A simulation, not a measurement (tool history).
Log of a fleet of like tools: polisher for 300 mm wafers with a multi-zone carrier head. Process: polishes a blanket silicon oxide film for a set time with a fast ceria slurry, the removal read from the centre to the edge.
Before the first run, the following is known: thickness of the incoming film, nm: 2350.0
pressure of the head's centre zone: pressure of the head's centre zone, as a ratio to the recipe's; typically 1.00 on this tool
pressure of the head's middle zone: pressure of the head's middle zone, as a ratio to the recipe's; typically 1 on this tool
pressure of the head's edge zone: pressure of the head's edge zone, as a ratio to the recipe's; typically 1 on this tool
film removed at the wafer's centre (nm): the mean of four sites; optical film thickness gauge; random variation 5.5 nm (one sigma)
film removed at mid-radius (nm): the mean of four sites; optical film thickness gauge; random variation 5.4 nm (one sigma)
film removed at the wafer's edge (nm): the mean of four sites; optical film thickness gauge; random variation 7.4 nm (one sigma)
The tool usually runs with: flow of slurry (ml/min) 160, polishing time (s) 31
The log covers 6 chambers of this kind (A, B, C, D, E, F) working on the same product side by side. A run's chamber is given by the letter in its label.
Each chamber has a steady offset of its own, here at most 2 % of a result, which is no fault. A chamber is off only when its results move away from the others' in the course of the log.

run,hour,flow of slurry (ml/min),pressure of the head's centre zone,pressure of the head's middle zone,pressure of the head's edge zone,polishing time (s),wafers polished on this pad,hours since the slurry nozzle was cleaned,hours since the centre zone pressure was calibrated,hours since the edge zone pressure was calibrated,film removed at the wafer's centre (nm),film removed at mid-radius (nm),film removed at the wafer's edge (nm)
1B,7.7,160,1.00,1,1,31,1240,60.2,290.0,245.8,530.22,539.47,539.74
# hour 17.6: chamber B: worn pad replaced by a new one
2A,18.1,160,1.00,1,1,31,706,123.7,409.1,792.4,538.32,538.24,542.23
3C,26.0,160,1.00,1,1,31,607,59.2,976.8,238.7,524.51,551.26,530.35
# hour 31.7: chamber A: edge zone pressure recalibrated
4F,33.1,160,1.00,1,1,31,560,228.5,131.8,290.8,526.97,532.99,517.26
5E,44.2,160,1.00,1,1,31,1365,186.2,167.5,375.1,543.30,537.15,557.64
6D,55.0,160,1.00,1,1,31,738,529.0,303.4,287.7,534.17,523.56,538.21
# hour 59.6: chamber C: worn pad replaced by a new one
# hour 63.5: chamber A: worn pad replaced by a new one
# hour 64.6: chamber E: worn pad replaced by a new one
# hour 65.2: chamber F: worn pad replaced by a new one
# hour 65.6: chamber C: edge zone pressure recalibrated
7E,69.5,160,1.00,1,1,31,44,211.5,192.8,400.4,539.59,533.15,557.77
8A,78.1,160,1.00,1,1,21,131,183.7,469.1,46.5,367.76,367.82,359.39
9F,89.9,160,1.00,1,1,21,222,285.3,188.6,347.6,359.68,361.16,360.63
10C,101.0,160,1.00,1,1,21,371,134.2,1051.8,35.4,367.51,367.73,361.63
# hour 109.0: chamber E: edge zone pressure recalibrated
# hour 110.7: chamber D: worn pad replaced by a new one
11D,111.3,160,1.00,1,1,21,5,585.3,359.7,344.0,357.28,357.45,360.18
# hour 113.4: chamber E: slurry nozzle cleaned
12B,122.7,160,1.00,1,1,21,944,175.2,405.0,360.8,360.69,362.64,356.88
13E,136.8,160,1.00,1,1,21,648,23.5,260.1,27.8,368.09,357.82,367.98
# hour 137.5: chamber C: worn pad replaced by a new one
14A,151.7,160,1.00,1,1,31,792,257.3,542.7,120.1,541.28,541.86,540.76
15F,163.3,180,1.10,1,1,31,880,358.7,262.0,421.0,613.56,555.49,536.24
16D,172.1,180,1.10,1,1,31,551,646.1,420.5,404.8,589.19,532.61,540.95
# hour 179.4: chamber B: worn pad replaced by a new one
# hour 182.2: chamber A: worn pad replaced by a new one
17C,183.0,180,1.10,1,1,31,409,216.2,1133.8,117.4,611.55,548.32,546.72
# hour 187.7: chamber F: worn pad replaced by a new one
18B,196.6,180,1.10,1,1,31,155,249.1,478.9,434.7,606.24,544.68,545.10
19D,207.9,180,1.10,1,1,31,872,681.9,456.3,440.6,586.75,521.38,543.93
20A,216.3,180,1.10,1,1,31,306,321.9,607.3,184.7,615.48,548.75,545.26
# hour 223.0: chamber C: worn pad replaced by a new one
# hour 225.3: chamber D: edge zone pressure recalibrated
21F,226.8,160,1.00,1,1,31,351,422.2,325.5,484.5,532.75,538.31,534.51
# hour 233.9: chamber D: worn pad replaced by a new one
22C,239.3,160,1.00,1,1,31,146,272.5,1190.1,173.7,540.72,539.00,525.76
# hour 241.5: chamber E: worn pad replaced by a new one
23B,247.8,160,1.00,1,1,31,614,300.3,530.1,485.9,530.24,530.07,539.66
# hour 252.0: chamber F: slurry nozzle cleaned
24E,262.0,160,1.00,1,1,31,184,148.7,385.3,153.0,542.78,538.36,538.77
25E,271.5,160,1.00,1,1,31,269,158.2,394.8,162.5,549.95,539.72,552.34
# hour 276.2: chamber B: slurry nozzle cleaned
26B,286.3,160,1.00,1,1,31,960,10.2,568.6,524.4,534.81,538.15,535.91
27A,295.8,160,1.00,1,1,31,1020,401.4,686.8,264.2,532.15,538.33,524.18
# hour 296.3: chamber A: worn pad replaced by a new one
# hour 299.8: chamber C: worn pad replaced by a new one
28C,310.5,160,1.00,1,1,31,96,343.7,1261.3,244.9,537.51,534.90,530.97
# hour 311.7: chamber E: slurry nozzle cleaned
# hour 311.8: chamber F: worn pad replaced by a new one
29D,319.3,160,1.00,1,1,31,766,793.3,567.7,94.0,497.71,499.43,520.19
# hour 326.2: chamber F: edge zone pressure recalibrated
30F,331.2,160,1.00,1,1,31,174,79.2,429.9,5.1,525.07,536.23,530.45
# hour 339.2: chamber B: worn pad replaced by a new one
31C,340.1,160,1.00,1,1,31,361,373.3,1290.9,274.5,544.37,541.41,522.31
32D,352.0,160,1.08,1,1,31,1060,826.0,600.4,126.7,525.22,488.22,509.98
33E,359.3,160,1.08,1,1,31,1057,47.7,482.6,250.3,594.66,532.47,541.88
34A,368.9,160,1.08,1,1,31,652,474.5,759.9,337.3,597.10,544.97,532.53
35B,380.3,160,1.08,1,1,31,369,104.2,662.6,618.4,581.28,541.70,538.29
36F,393.3,160,1.08,1,1,31,732,141.3,492.0,67.2,576.74,527.92,521.84

Next, all 6 chambers run the settings below, one line each with question marks for the results. What does each chamber give?
37A,404.3,160,1.00,1,1,31,,,,,?,?,?
37B,404.3,160,1.00,1,1,31,,,,,?,?,?
37C,404.3,160,1.00,1,1,31,,,,,?,?,?
37D,404.3,160,1.00,1,1,31,,,,,?,?,?
37E,404.3,160,1.00,1,1,31,,,,,?,?,?
37F,404.3,160,1.00,1,1,31,,,,,?,?,?

run,film removed at the wafer's centre (nm),film removed at mid-radius (nm),film removed at the wafer's edge (nm)
37A,538.51,546.08,547.21
37B,534.97,533.62,521.91
37C,529.67,547.26,522.54
37D,469.10,474.78,495.92
37E,542.94,531.71,542.82
37F,541.59,532.97,537.13
